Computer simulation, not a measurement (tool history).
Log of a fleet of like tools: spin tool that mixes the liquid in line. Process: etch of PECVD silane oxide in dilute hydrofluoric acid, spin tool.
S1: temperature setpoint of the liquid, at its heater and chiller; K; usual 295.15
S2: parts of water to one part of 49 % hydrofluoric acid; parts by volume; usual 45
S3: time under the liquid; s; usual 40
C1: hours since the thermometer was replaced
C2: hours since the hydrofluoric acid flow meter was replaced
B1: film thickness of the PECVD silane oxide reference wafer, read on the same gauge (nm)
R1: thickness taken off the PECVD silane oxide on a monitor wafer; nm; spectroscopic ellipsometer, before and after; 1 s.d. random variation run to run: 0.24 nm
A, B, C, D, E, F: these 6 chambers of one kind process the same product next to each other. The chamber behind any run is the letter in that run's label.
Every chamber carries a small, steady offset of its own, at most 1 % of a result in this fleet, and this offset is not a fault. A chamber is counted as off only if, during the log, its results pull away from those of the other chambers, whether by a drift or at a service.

{"run": "1F", "day": 0.112, "S1": 295.15, "S2": 45, "S3": 40, "C1": 512.9, "C2": 194.9, "B1": 40.006, "R1": 41.418}
{"run": "2C", "day": 0.225, "S1": 295.15, "S2": 45, "S3": 40, "C1": 1681.4, "C2": 1474.8, "B1": 40.021, "R1": 41.445}
{"run": "3D", "day": 0.438, "S1": 295.15, "S2": 45, "S3": 40, "C1": 279.3, "C2": 1214.7, "B1": 39.981, "R1": 41.375}
{"run": "4A", "day": 0.612, "S1": 295.15, "S2": 45, "S3": 40, "C1": 1568.5, "C2": 174.4, "B1": 39.999, "R1": 41.2}
{"run": "5E", "day": 0.733, "S1": 295.15, "S2": 45, "S3": 40, "C1": 487.1, "C2": 591, "B1": 39.989, "R1": 41.083}
{"run": "6B", "day": 0.875, "S1": 295.15, "S2": 45, "S3": 40, "C1": 566.2, "C2": 1429.8, "B1": 40.011, "R1": 41.948}
{"run": "7E", "day": 0.967, "S1": 295.15, "S2": 45, "S3": 40, "C1": 492.7, "C2": 596.6, "B1": 40.02, "R1": 41.508}
{"run": "8F", "day": 1.121, "S1": 295.15, "S2": 45, "S3": 40, "C1": 537.1, "C2": 219.1, "B1": 40.025, "R1": 41.689}
{"run": "9A", "day": 1.292, "S1": 298.15, "S2": 55, "S3": 40, "C1": 1584.8, "C2": 190.7, "B1": 39.977, "R1": 37.53}
{"run": "10C", "day": 1.492, "S1": 298.15, "S2": 55, "S3": 40, "C1": 1711.8, "C2": 1505.2, "B1": 39.96, "R1": 37.968}
{"run": "11D", "day": 1.679, "S1": 298.15, "S2": 55, "S3": 40, "C1": 309.1, "C2": 1244.5, "B1": 40.024, "R1": 38.566}
{"run": "12B", "day": 1.888, "S1": 298.15, "S2": 55, "S3": 40, "C1": 590.5, "C2": 1454.1, "B1": 39.979, "R1": 38.656}
{"run": "13C", "day": 1.979, "S1": 298.15, "S2": 55, "S3": 40, "C1": 1723.5, "C2": 1516.9, "B1": 40.007, "R1": 37.559}
{"run": "14B", "day": 2.117, "S1": 298.15, "S2": 55, "S3": 40, "C1": 596, "C2": 1459.6, "B1": 39.994, "R1": 38.228}
{"run": "15E", "day": 2.229, "S1": 295.15, "S2": 45, "S3": 25, "C1": 523, "C2": 626.9, "B1": 39.944, "R1": 25.888}
{"run": "16D", "day": 2.417, "S1": 295.15, "S2": 45, "S3": 25, "C1": 326.8, "C2": 1262.2, "B1": 39.962, "R1": 26.556}
{"run": "17F", "day": 2.617, "S1": 295.15, "S2": 45, "S3": 25, "C1": 573, "C2": 255, "B1": 40.024, "R1": 25.872}
{"run": "18A", "day": 2.804, "S1": 295.15, "S2": 45, "S3": 25, "C1": 1621.1, "C2": 227, "B1": 40.036, "R1": 25.499}
{"run": "19D", "day": 2.921, "S1": 295.15, "S2": 45, "S3": 25, "C1": 338.9, "C2": 1274.3, "B1": 40.013, "R1": 26.88}
{"run": "20F", "day": 3.079, "S1": 295.15, "S2": 45, "S3": 25, "C1": 584.1, "C2": 266.1, "B1": 40.019, "R1": 25.92}
{"run": "21B", "day": 3.188, "S1": 295.15, "S2": 45, "S3": 40, "C1": 621.7, "C2": 1485.3, "B1": 39.988, "R1": 41.503}
{"run": "22C", "day": 3.379, "S1": 295.15, "S2": 45, "S3": 40, "C1": 1757.1, "C2": 1550.5, "B1": 40.039, "R1": 41.444}
{"run": "23A", "day": 3.483, "S1": 295.15, "S2": 45, "S3": 40, "C1": 1637.4, "C2": 243.3, "B1": 39.982, "R1": 40.928}
{"run": "24E", "day": 3.604, "S1": 299.65, "S2": 45, "S3": 40, "C1": 556, "C2": 659.9, "B1": 40.02, "R1": 50.253}
{"run": "25F", "day": 3.742, "S1": 299.65, "S2": 45, "S3": 40, "C1": 600, "C2": 282, "B1": 40.035, "R1": 49.949}
{"run": "26B", "day": 3.921, "S1": 299.65, "S2": 45, "S3": 40, "C1": 639.3, "C2": 1502.9, "B1": 39.991, "R1": 50.507}
{"run": "27E", "day": 4.046, "S1": 299.65, "S2": 45, "S3": 40, "C1": 566.6, "C2": 670.5, "B1": 39.993, "R1": 49.638}
{"run": "28D", "day": 4.183, "S1": 299.65, "S2": 45, "S3": 40, "C1": 369.2, "C2": 1304.6, "B1": 40.005, "R1": 52.341}
{"run": "29A", "day": 4.279, "S1": 299.65, "S2": 45, "S3": 40, "C1": 1656.5, "C2": 262.4, "B1": 39.967, "R1": 49.821}
{"run": "30C", "day": 4.446, "S1": 295.15, "S2": 45, "S3": 40, "C1": 1782.7, "C2": 1576.1, "B1": 40.016, "R1": 41.926}
{"run": "31D", "day": 4.558, "S1": 295.15, "S2": 45, "S3": 40, "C1": 378.2, "C2": 1313.6, "B1": 40.024, "R1": 43.98}
{"run": "32C", "day": 4.7, "S1": 295.15, "S2": 45, "S3": 40, "C1": 1788.8, "C2": 1582.2, "B1": 39.965, "R1": 41.571}
{"run": "33A", "day": 4.792, "S1": 295.15, "S2": 45, "S3": 40, "C1": 1668.8, "C2": 274.7, "B1": 40.047, "R1": 41.536}
{"run": "34E", "day": 4.904, "S1": 295.15, "S2": 45, "S3": 40, "C1": 587.2, "C2": 691.1, "B1": 39.976, "R1": 41.63}
{"run": "35F", "day": 5.112, "S1": 295.15, "S2": 45, "S3": 40, "C1": 632.9, "C2": 314.9, "B1": 40.001, "R1": 41.508}
{"day": 5.262, "done": "chamber B: thermometer replaced"}
{"run": "36B", "day": 5.321, "S1": 295.15, "S2": 45, "S3": 40, "C1": 1.5, "C2": 1536.5, "B1": 40.011, "R1": 41.92}

Each of the 6 chambers runs these same settings next. Fill in every chamber's results:
{"run": "37A", "day": 5.471, "S1": 295.15, "S2": 45, "S3": 40, "R1": "?"}
{"run": "37B", "day": 5.471, "S1": 295.15, "S2": 45, "S3": 40, "R1": "?"}
{"run": "37C", "day": 5.471, "S1": 295.15, "S2": 45, "S3": 40, "R1": "?"}
{"run": "37D", "day": 5.471, "S1": 295.15, "S2": 45, "S3": 40, "R1": "?"}
{"run": "37E", "day": 5.471, "S1": 295.15, "S2": 45, "S3": 40, "R1": "?"}
{"run": "37F", "day": 5.471, "S1": 295.15, "S2": 45, "S3": 40, "R1": "?"}

run=37A R1=40.918
run=37B R1=41.836
run=37C R1=41.435
run=37D R1=44.812
run=37E R1=41.154
run=37F R1=41.386
